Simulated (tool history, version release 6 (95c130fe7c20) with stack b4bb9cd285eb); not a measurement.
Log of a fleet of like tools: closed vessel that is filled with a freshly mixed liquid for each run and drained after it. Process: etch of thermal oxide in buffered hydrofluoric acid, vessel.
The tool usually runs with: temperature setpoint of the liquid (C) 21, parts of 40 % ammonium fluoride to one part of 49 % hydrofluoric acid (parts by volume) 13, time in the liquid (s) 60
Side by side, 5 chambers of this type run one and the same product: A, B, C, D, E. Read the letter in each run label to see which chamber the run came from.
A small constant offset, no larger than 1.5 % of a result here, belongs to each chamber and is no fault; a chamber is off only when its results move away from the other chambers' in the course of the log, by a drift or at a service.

run,hour,temperature setpoint of the liquid (C),parts of 40 % ammonium fluoride to one part of 49 % hydrofluoric acid (parts by volume),time in the liquid (s),hours since the thermometer was replaced,hours since the hydrofluoric acid flow meter was replaced,"read-back film thickness of the thermal oxide reference wafer, read on the same gauge (nm)",thickness taken off the thermal oxide on a monitor wafer (Å)
1B,6.7,21,13,60,658.4,1390.3,109.98,460.11
2E,15.5,21,13,60,507.2,994.9,110.02,453.34
3C,24.9,21,13,60,1563.6,339.2,109.98,443.87
4D,31.3,21,13,60,1177.2,1365.2,110.00,454.70
5A,42.4,21,13,60,1238.8,793.1,109.98,455.69
6D,55.1,21,13,60,1201.0,1389.0,109.99,463.21
# hour 61.1: chamber D: thermometer replaced
7A,67.8,21,13,60,1264.2,818.5,110.00,452.36
8C,79.7,21,13,60,1618.4,394.0,109.96,445.28
9E,90.8,21,13,60,582.5,1070.2,109.96,454.53
10B,99.8,21,13,60,751.5,1483.4,110.01,454.42
11B,112.6,21,13,60,764.3,1496.2,110.00,461.96
12C,125.4,21,13,60,1664.1,439.7,110.00,449.74
13E,133.5,21,13,60,625.2,1112.9,110.02,451.60
14A,145.4,21,13,60,1341.8,896.1,109.98,459.24
# hour 147.8: chamber D: hydrofluoric acid flow meter replaced
15D,151.6,21,13,60,90.5,3.9,110.03,455.03
16A,158.5,21,13,60,1354.9,909.2,110.03,459.88
17E,166.0,21,13,60,657.7,1145.4,110.06,457.32
18C,178.5,21,13,60,1717.2,492.8,109.95,461.95
19B,189.5,21,13,60,841.2,1573.1,109.98,459.08
20D,195.6,21,13,60,134.5,47.9,110.00,456.53
21C,203.5,21,13,60,1742.2,517.8,110.03,475.27
22D,214.2,21,13,60,153.1,66.5,109.99,452.03
23B,220.5,21,13,60,872.2,1604.1,109.98,452.00
24E,230.8,21,13,60,722.5,1210.2,110.01,451.92
25A,238.5,21,13,60,1434.9,989.2,110.01,456.41
26E,245.4,25,13,60,737.1,1224.8,109.96,572.17
27B,253.4,25,13,60,905.1,1637.0,109.99,570.14
28A,261.4,25,13,60,1457.8,1012.1,110.04,568.60
29C,274.1,25,13,60,1812.8,588.4,110.01,599.08
30D,281.8,25,13,60,220.7,134.1,110.05,556.18
31E,290.3,21,10,45,782.0,1269.7,110.03,441.22
32B,296.5,21,10,45,948.2,1680.1,110.00,444.09
# hour 299.8: chamber B: thermometer replaced
33D,308.0,21,10,45,246.9,160.3,109.97,442.18
34C,319.3,21,10,45,1858.0,633.6,110.04,462.51
35A,332.3,21,10,45,1528.7,1083.0,109.98,438.30
36B,340.0,21,13,60,40.3,1723.6,109.99,457.13

Which is it: a chamber that has drifted or been left off by a service, a gauge drift common to all chambers, or only each chamber's usual small offset? If a chamber is off, name it and its likeliest cause.

Little by little, chamber C moves away from the other chambers.
Most likely cause: hydrofluoric acid flow above the setpoint (%) = 10.6.
The log may not tell that from: liquid hotter than its thermometer reads (K).

Here are 4 candidates for chamber C's next run, each the usual settings with a change, their results left as question marks. Which one brings its results back in line with what the others give on the usual settings?
In line here means within this much of the mean the other chambers give on the usual settings: thickness taken off the thermal oxide on a monitor wafer (Å) 14.00
37C-1,349.5,21.0,13.0,65,,,,?
37C-2,349.5,20.0,14.5,60,,,,?
37C-3,349.5,21.5,13.0,70,,,,?
37C-4,349.5,21.0,13.0,55,,,,?

What the other chambers average on the usual settings: thickness taken off the thermal oxide on a monitor wafer (Å) 456.05
run,thickness taken off the thermal oxide on a monitor wafer (Å)
37C-1,537.56
37C-2,421.21
37C-3,595.54
37C-4,454.86
37C-4 is the one that brings the chamber's results back in line with the other chambers.
